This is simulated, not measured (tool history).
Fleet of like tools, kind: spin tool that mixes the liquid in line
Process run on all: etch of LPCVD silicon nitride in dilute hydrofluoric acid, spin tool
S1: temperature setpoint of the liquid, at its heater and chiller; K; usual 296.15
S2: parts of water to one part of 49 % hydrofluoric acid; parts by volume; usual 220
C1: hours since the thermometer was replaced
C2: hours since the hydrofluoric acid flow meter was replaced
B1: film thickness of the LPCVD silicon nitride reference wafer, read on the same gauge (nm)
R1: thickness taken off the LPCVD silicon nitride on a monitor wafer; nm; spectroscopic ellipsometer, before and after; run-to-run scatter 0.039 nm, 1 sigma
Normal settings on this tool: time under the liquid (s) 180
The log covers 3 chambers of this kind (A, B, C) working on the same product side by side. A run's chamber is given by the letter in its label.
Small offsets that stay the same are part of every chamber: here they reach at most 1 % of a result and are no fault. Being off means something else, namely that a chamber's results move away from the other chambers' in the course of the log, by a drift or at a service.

Run 1A, hour 4: usual settings; C1 247.8; C2 173.3; B1 59.988. Result: R1 0.30023 nm.
Run 2B, hour 8.2: usual settings; C1 677.2; C2 106.4; B1 60.012. Result: R1 0.32714 nm.
Run 3C, hour 11.8: usual settings; C1 593.1; C2 668.5; B1 60.01. Result: R1 0.36253 nm.
Run 4A, hour 15.1: usual settings; C1 258.9; C2 184.4; B1 59.982. Result: R1 0.35086 nm.
Run 5C, hour 19.6: usual settings; C1 600.9; C2 676.3; B1 59.992. Result: R1 0.34528 nm.
Run 6B, hour 23.9: usual settings but S1 291.65 K, time under the liquid (s) 270; C1 692.9; C2 122.1; B1 59.998. Result: R1 0.41777 nm.
Run 7A, hour 26.9: usual settings but S1 291.65 K, time under the liquid (s) 270; C1 270.7; C2 196.2; B1 59.984. Result: R1 0.43675 nm.
Run 8C, hour 31: usual settings but S1 291.65 K, time under the liquid (s) 270; C1 612.3; C2 687.7; B1 60.012. Result: R1 0.43684 nm.
Run 9B, hour 33.2: usual settings; C1 702.2; C2 131.4; B1 60.012. Result: R1 0.34862 nm.
Run 10C, hour 35.2: usual settings; C1 616.5; C2 691.9; B1 59.985. Result: R1 0.33295 nm.
Run 11B, hour 39: usual settings but S1 291.65 K, time under the liquid (s) 85; C1 708; C2 137.2; B1 60.019. Result: R1 0.11627 nm.
Run 12A, hour 42.3: usual settings but S1 291.65 K, time under the liquid (s) 85; C1 286.1; C2 211.6; B1 60.014. Result: R1 0.11463 nm.
Run 13C, hour 45.4: usual settings but S1 291.65 K, time under the liquid (s) 85; C1 626.7; C2 702.1; B1 60.013. Result: R1 0.093134 nm.
Run 14A, hour 48.8: usual settings; C1 292.6; C2 218.1; B1 59.998. Result: R1 0.37136 nm.
Run 15B, hour 53.2: usual settings; C1 722.2; C2 151.4; B1 60.003. Result: R1 0.39614 nm.
Run 16C, hour 56.6: usual settings but S1 299.65 K, time under the liquid (s) 220; C1 637.9; C2 713.3; B1 59.992. Result: R1 0.47449 nm.
Run 17A, hour 58.6: usual settings but S1 299.65 K, time under the liquid (s) 220; C1 302.4; C2 227.9; B1 59.966. Result: R1 0.54452 nm.
Run 18B, hour 61.6: usual settings but S1 299.65 K, time under the liquid (s) 220; C1 730.6; C2 159.8; B1 60.016. Result: R1 0.41962 nm.
Run 19C, hour 65: usual settings but S2 270 parts by volume; C1 646.3; C2 721.7; B1 60.004. Result: R1 0.34889 nm.
Run 20A, hour 68.3: usual settings but S2 270 parts by volume; C1 312.1; C2 237.6; B1 59.993. Result: R1 0.27358 nm.
Run 21B, hour 71.9: usual settings but S2 270 parts by volume; C1 740.9; C2 170.1; B1 59.988. Result: R1 0.27055 nm.
Run 22B, hour 76.2: usual settings; C1 745.2; C2 174.4; B1 60.006. Result: R1 0.33666 nm.
Run 23C, hour 78.7: usual settings; C1 660; C2 735.4; B1 60.008. Result: R1 0.31978 nm.
Run 24A, hour 80.9: usual settings; C1 324.7; C2 250.2; B1 60. Result: R1 0.35411 nm.

Does one chamber stand apart from the rest, does the shared gauge drift, or is all well apart from small per-chamber offsets? Give the chamber and the most likely cause, where there is one.

All chambers stay in line apart from their small fixed offsets, and the gauge does not drift.

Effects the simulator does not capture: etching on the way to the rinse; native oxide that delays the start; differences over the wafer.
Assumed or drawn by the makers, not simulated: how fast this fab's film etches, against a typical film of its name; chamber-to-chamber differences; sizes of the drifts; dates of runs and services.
